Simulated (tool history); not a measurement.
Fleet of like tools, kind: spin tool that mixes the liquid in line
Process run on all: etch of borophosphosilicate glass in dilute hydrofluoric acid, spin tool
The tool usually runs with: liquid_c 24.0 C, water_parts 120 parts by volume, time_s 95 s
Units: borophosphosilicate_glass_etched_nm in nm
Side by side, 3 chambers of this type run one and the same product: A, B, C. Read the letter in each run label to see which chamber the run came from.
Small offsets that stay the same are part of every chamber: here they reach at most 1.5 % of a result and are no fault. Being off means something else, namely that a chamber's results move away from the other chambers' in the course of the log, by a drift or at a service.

run	hour	liquid_c	water_parts	time_s	hours since the thermometer was replaced	hours since the hydrofluoric acid flow meter was replaced	read-back film thickness of the borophosphosilicate glass reference wafer, read on the same gauge (nm)	borophosphosilicate_glass_etched_nm
1B	6.5	24.0	120	95	576.1	269.1	50.015	47.717
2A	10.6	24.0	120	95	503.7	774.1	50.011	47.585
3C	18.3	24.0	120	95	1075.6	330.1	50.006	47.725
4C	26.4	24.0	120	95	1083.7	338.2	50.008	48.310
5B	33.8	24.0	120	95	603.4	296.4	50.004	47.938
6A	38.3	24.0	120	95	531.4	801.8	49.984	47.976
7C	46.1	24.0	120	95	1103.4	357.9	49.964	47.913
8A	54.8	24.0	120	95	547.9	818.3	49.990	48.262
9B	62.9	24.0	90	95	632.5	325.5	50.005	64.848
10B	71.7	24.0	90	95	641.3	334.3	49.996	65.934
11A	80.4	24.0	90	95	573.5	843.9	49.996	65.427
12C	88.9	24.0	120	95	1146.2	400.7	50.003	48.553
13A	95.1	24.0	120	55	588.2	858.6	49.971	27.721
# hour 98.4: chamber A: hydrofluoric acid flow meter replaced
14C	103.5	24.0	120	55	1160.8	415.3	49.990	27.944
15B	111.3	24.0	120	55	680.9	373.9	50.007	27.811
16C	117.9	24.0	120	95	1175.2	429.7	49.996	47.990
17A	124.5	24.0	120	95	617.6	26.2	50.035	47.172
# hour 127.5: chamber B: thermometer replaced
18B	129.2	24.0	120	95	1.7	391.8	49.987	47.468
19C	135.7	24.0	120	95	1193.0	447.5	50.000	48.409
20B	139.8	24.0	120	95	12.3	402.4	50.000	47.309
21A	144.9	24.0	120	95	638.0	46.6	49.977	47.590
22C	149.6	24.0	120	95	1206.9	461.4	49.993	48.938
23A	156.8	24.0	120	95	649.9	58.5	49.977	48.207
24B	162.7	24.0	120	95	35.2	425.3	50.020	46.792
25C	168.2	24.0	120	95	1225.5	480.0	49.999	49.566
26A	176.4	24.0	120	95	669.5	78.1	50.015	47.634
27B	184.5	24.0	120	95	57.0	447.1	50.000	46.698
28B	193.2	24.0	120	95	65.7	455.8	49.971	47.516
29C	202.0	24.0	120	95	1259.3	513.8	49.972	50.379
30A	207.6	24.0	120	95	700.7	109.3	49.952	48.290
31A	215.7	24.0	120	95	708.8	117.4	50.006	48.238
32B	220.2	24.0	120	95	92.7	482.8	49.992	47.188
33C	224.5	24.0	120	95	1281.8	536.3	50.018	50.965
34C	233.1	24.0	120	95	1290.4	544.9	50.015	50.306
35B	239.9	24.0	120	95	112.4	502.5	50.001	47.575
36A	245.5	24.0	120	95	738.6	147.2	50.009	47.621

One chamber off, gauge drift, or nothing amiss beyond the chambers' own small offsets? If it is a chamber, which one, and what is the likeliest cause?

Little by little, chamber C moves away from the other chambers.
Likeliest cause: hydrofluoric acid flow above the setpoint (%) = 6.48.
With only this log, it may be confused with: liquid hotter than its thermometer reads (K).

Which of the 4 candidates below, each the usual settings with something changed and its results left as question marks, puts chamber C back in line with what the other chambers give on the usual settings?
In-line tolerance around the mean of the other chambers on the usual settings: borophosphosilicate_glass_etched_nm 1.300 nm
37C-1	251.9	24.0	110	100				?
37C-2	251.9	23.5	135	95				?
37C-3	251.9	26.0	120	95				?
37C-4	251.9	22.0	120	95				?

Other chambers, usual settings, mean: borophosphosilicate_glass_etched_nm 47.562 nm
run	borophosphosilicate_glass_etched_nm
37C-1	59.581
37C-2	44.037
37C-3	55.405
37C-4	47.468
The right change is 37C-4: it brings the chamber back within the allowed miss of the others.

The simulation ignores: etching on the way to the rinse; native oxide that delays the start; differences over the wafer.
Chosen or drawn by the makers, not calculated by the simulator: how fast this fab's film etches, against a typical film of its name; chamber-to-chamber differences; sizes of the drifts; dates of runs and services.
